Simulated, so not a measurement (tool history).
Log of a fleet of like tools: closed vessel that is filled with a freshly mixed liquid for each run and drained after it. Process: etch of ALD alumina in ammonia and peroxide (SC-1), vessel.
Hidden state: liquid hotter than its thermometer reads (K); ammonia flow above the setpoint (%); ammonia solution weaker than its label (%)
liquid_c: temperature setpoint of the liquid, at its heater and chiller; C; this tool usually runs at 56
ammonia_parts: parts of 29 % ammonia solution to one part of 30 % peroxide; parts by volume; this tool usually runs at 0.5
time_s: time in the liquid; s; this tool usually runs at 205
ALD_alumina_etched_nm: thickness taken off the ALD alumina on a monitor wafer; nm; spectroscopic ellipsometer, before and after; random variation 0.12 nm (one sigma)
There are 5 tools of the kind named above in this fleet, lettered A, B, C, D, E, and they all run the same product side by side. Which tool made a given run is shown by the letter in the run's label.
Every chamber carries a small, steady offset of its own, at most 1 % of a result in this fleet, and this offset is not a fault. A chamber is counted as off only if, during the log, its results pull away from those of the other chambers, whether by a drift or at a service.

run   hour  liquid_c  ammonia_parts  time_s  hours since the thermometer was replaced  hours since the ammonia flow meter was replaced  hours since the drum of ammonia solution was connected  read-back film thickness of the ALD alumina reference wafer, read on the same gauge (nm)  ALD_alumina_etched_nm
 1B    4.7        56            0.5     205                                       177                                            354.8                                                   188.2                                                                                    29.993                 14.163
 2D    8.9        56            0.5     205                                       225                                            152.3                                                   404.4                                                                                    29.997                 14.151
 3C   13.4        56            0.5     205                                       839                                            390.2                                                   390.6                                                                                    30.005                 14.324
 4A   17.7        56            0.5     205                                    1615.3                                            993.7                                                   195.3                                                                                    29.999                 14.261
 5E   23.2        56            0.5     205                                       362                                            179.8                                                   531.3                                                                                    30.007                 14.343
 6C   27.3        56            0.5     205                                     852.9                                            404.1                                                   404.5                                                                                    30.005                  14.45
      28.4  -- chamber C: new drum of ammonia solution connected
 7D   32.7        56            0.5     205                                     248.8                                            176.1                                                   428.2                                                                                    30.003                 14.328
 8E     39        56            0.5     205                                     377.8                                            195.6                                                   547.1                                                                                     29.99                  14.35
 9B   44.8        56            0.5     205                                     217.1                                            394.9                                                   228.3                                                                                    30.023                 14.015
10A   49.6        56            0.5     205                                    1647.2                                           1025.6                                                   227.2                                                                                    30.011                 14.437
11A   52.6        56            0.5     205                                    1650.2                                           1028.6                                                   230.2                                                                                    29.995                 14.733
12D   55.7        56            0.5     205                                     271.8                                            199.1                                                   451.2                                                                                        30                 14.403
13E   59.3        56            0.5     245                                     398.1                                            215.9                                                   567.4                                                                                    30.002                 17.358
14C   65.5        56            0.5     245                                     891.1                                            442.3                                                    37.2                                                                                    30.009                  16.98
15B   70.1        56            0.5     245                                     242.4                                            420.2                                                   253.6                                                                                    29.997                 16.979
16D   76.3        56            0.5     245                                     292.4                                            219.7                                                   471.8                                                                                    30.013                 17.121
17C   83.2        56            0.5     245                                     908.8                                              460                                                    54.9                                                                                    30.011                 17.248
18A   87.6        56            0.5     205                                    1685.2                                           1063.6                                                   265.2                                                                                    30.012                 14.514
19B   91.8        56            0.5     205                                     264.1                                            441.9                                                   275.3                                                                                    29.996                 14.412
20E     97        56            0.5     205                                     435.8                                            253.6                                                   605.1                                                                                     30.01                 14.314
21A  100.6        56            0.5     205                                    1698.2                                           1076.6                                                   278.2                                                                                    30.008                 14.361
22B  106.6        56            0.5     205                                     278.9                                            456.7                                                   290.1                                                                                    29.989                 14.623
     111.3  -- chamber C: ammonia flow meter replaced
23D    113        56            0.5     205                                     329.1                                            256.4                                                   508.5                                                                                    29.986                  14.42
24C  119.2        56            0.5     205                                     944.8                                                8                                                    90.9                                                                                    29.995                 14.047
25E  125.4        56            0.5     205                                     464.2                                              282                                                   633.5                                                                                    29.986                 14.355
26A  131.3        56            0.5     205                                    1728.9                                           1107.3                                                   308.9                                                                                    29.994                 14.418
27C  135.6        56            0.5     205                                     961.2                                             24.4                                                   107.3                                                                                    29.998                 14.369
28B  141.7        56            0.5     205                                       314                                            491.8                                                   325.2                                                                                    30.026                 14.672
29E  148.1        56            0.5     205                                     486.9                                            304.7                                                   656.2                                                                                    29.994                 14.409
30D    154        56           0.65     115                                     370.1                                            297.4                                                   549.5                                                                                    29.975                 8.1663
31B  158.4        56           0.65     115                                     330.7                                            508.5                                                   341.9                                                                                    30.009                 8.7403
32A  161.7        56           0.65     115                                    1759.3                                           1137.7                                                   339.3                                                                                    30.017                 8.4108
33C  167.2        56           0.65     115                                     992.8                                               56                                                   138.9                                                                                    30.018                 8.2595
34D  171.6        56           0.65     115                                     387.7                                              315                                                   567.1                                                                                     29.99                 8.2803
35E  177.4        56            0.5     205                                     516.2                                              334                                                   685.5                                                                                    30.015                 14.644
36D  182.4        56            0.5     205                                     398.5                                            325.8                                                   577.9                                                                                    29.992                 14.354
37B  185.7        56            0.5     205                                       358                                            535.8                                                   369.2                                                                                    30.002                 15.162
38C  189.6        56            0.5     205                                    1015.2                                             78.4                                                   161.3                                                                                    30.003                 14.386
39E  195.7        56            0.5     205                                     534.5                                            352.3                                                   703.8                                                                                    30.005                 14.281
40A  200.6        56            0.5     205                                    1798.2                                           1176.6                                                   378.2                                                                                    30.007                 14.491
41A  205.4        56            0.5     205                                      1803                                           1181.4                                                     383                                                                                    29.988                 14.611
42E  208.3        56            0.7     115                                     547.1                                            364.9                                                   716.4                                                                                    29.985                  8.311

Each of the 5 chambers runs these same settings next. Fill in every chamber's results:
43A  213.3        56            0.4     205                                                                                                                                                                                                                                                                   ?
43B  213.3        56            0.4     205                                                                                                                                                                                                                                                                   ?
43C  213.3        56            0.4     205                                                                                                                                                                                                                                                                   ?
43D  213.3        56            0.4     205                                                                                                                                                                                                                                                                   ?
43E  213.3        56            0.4     205                                                                                                                                                                                                                                                                   ?

run  ALD_alumina_etched_nm
43A                 14.288
43B                 15.174
43C                 14.095
43D                 14.152
43E                 14.011

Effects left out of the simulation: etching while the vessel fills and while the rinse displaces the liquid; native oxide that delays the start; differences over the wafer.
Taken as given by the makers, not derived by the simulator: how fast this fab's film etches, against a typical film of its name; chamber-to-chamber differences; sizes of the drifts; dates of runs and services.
